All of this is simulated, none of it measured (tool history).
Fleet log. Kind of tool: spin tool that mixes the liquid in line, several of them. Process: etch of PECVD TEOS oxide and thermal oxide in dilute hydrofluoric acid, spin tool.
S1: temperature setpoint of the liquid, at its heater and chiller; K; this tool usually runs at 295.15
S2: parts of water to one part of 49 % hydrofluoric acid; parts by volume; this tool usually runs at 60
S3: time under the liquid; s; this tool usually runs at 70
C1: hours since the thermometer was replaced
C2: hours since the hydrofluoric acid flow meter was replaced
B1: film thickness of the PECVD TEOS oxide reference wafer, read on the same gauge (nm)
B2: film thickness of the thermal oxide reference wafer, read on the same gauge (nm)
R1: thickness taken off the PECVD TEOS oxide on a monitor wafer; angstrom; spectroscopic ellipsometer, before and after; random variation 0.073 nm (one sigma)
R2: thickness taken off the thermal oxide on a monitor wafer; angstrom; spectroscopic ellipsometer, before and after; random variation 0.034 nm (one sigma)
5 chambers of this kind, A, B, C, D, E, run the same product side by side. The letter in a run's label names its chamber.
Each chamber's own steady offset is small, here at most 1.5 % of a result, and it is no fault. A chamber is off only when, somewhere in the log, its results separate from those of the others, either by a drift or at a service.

run	hour	S1	S2	S3	C1	C2	B1	B2	R1	R2
1E	7	295.15	60	70	435.2	243.3	50.004	50.016	129.42	56.17
2B	16.2	295.15	60	70	16.4	1168.6	49.979	49.977	128.4	55.404
3A	29.2	295.15	60	70	1711.9	627.7	50.059	49.98	126.55	55.437
4C	41.1	295.15	60	70	381	227.4	49.984	49.985	129.61	55.654
5D	53.8	295.15	60	70	908.6	368.5	50.006	49.967	129.15	56.26
6D	69.6	295.15	60	70	924.4	384.3	50.034	49.991	129.34	56.123
7C	85.3	295.15	60	70	425.2	271.6	50.014	50.014	128.17	55.279
8B	101	295.15	60	70	101.2	1253.4	50.011	50.025	128.82	55.89
9E	114.1	295.15	60	50	542.3	350.4	49.98	49.981	93.04	39.999
10A	124.3	295.15	60	50	1807	722.8	50.005	50.004	91.682	39.605
11A	137.8	295.15	60	50	1820.5	736.3	50.007	49.996	91.365	39.668
12D	144.8	295.15	60	50	999.6	459.5	50	49.984	91.604	40.395
13C	160.8	295.15	60	50	500.7	347.1	50.007	50.004	92.327	39.925
14E	173.6	295.15	60	105	601.8	409.9	49.987	49.994	196.35	84.203
15B	182.5	295.15	60	105	182.7	1334.9	50.015	49.985	194.68	83.905
16B	195	295.15	60	105	195.2	1347.4	50.037	50.009	194.28	83.621
17A	207.8	295.15	60	105	1890.5	806.3	49.999	49.986	192.58	83.306
18C	222.9	295.15	60	105	562.8	409.2	49.987	50.026	194.66	82.671
19E	230.7	295.15	60	70	658.9	467	49.996	50.009	129.72	55.883
20D	238.5	295.15	60	70	1093.3	553.2	50.033	50.014	129.2	56.604
21D	249.9	295.15	60	70	1104.7	564.6	49.963	49.98	128.95	56.376
22B	260.5	295.15	60	70	260.7	1412.9	49.989	49.993	129.9	55.905
23E	270.2	295.15	85	40	698.4	506.5	50.036	50.014	50.619	21.889
24A	280.7	295.15	85	40	1963.4	879.2	50.024	49.961	50.24	21.751
25C	289.9	295.15	85	40	629.8	476.2	49.978	49.987	50.149	21.7
26D	301.6	295.15	85	40	1156.4	616.3	50.042	50.019	50.116	22.057
27E	312.7	295.15	85	40	740.9	549	50.008	49.986	50.171	21.988
28C	322.2	295.15	60	70	662.1	508.5	50.004	49.987	128.79	54.917
29B	333.7	295.15	60	70	333.9	1486.1	49.998	49.99	129.18	55.147
30A	345.1	295.15	60	70	2027.8	943.6	50.01	49.998	127.74	55.898
31B	353.1	295.15	60	70	353.3	1505.5	50.003	50	129.39	55.876
32E	362.7	295.15	60	70	790.9	599	50	50.023	129.52	56.054
33A	377.5	295.15	60	70	2060.2	976	50.018	49.994	128.27	55.525

Predict what each chamber gives when all 5 of them run the settings below next.
34A	389	290.15	60	70					?	?
34B	389	290.15	60	70					?	?
34C	389	290.15	60	70					?	?
34D	389	290.15	60	70					?	?
34E	389	290.15	60	70					?	?

run	R1	R2
34A	103.38	45.144
34B	105.39	45.197
34C	105.18	45.042
34D	103.94	45.224
34E	104.71	45.164
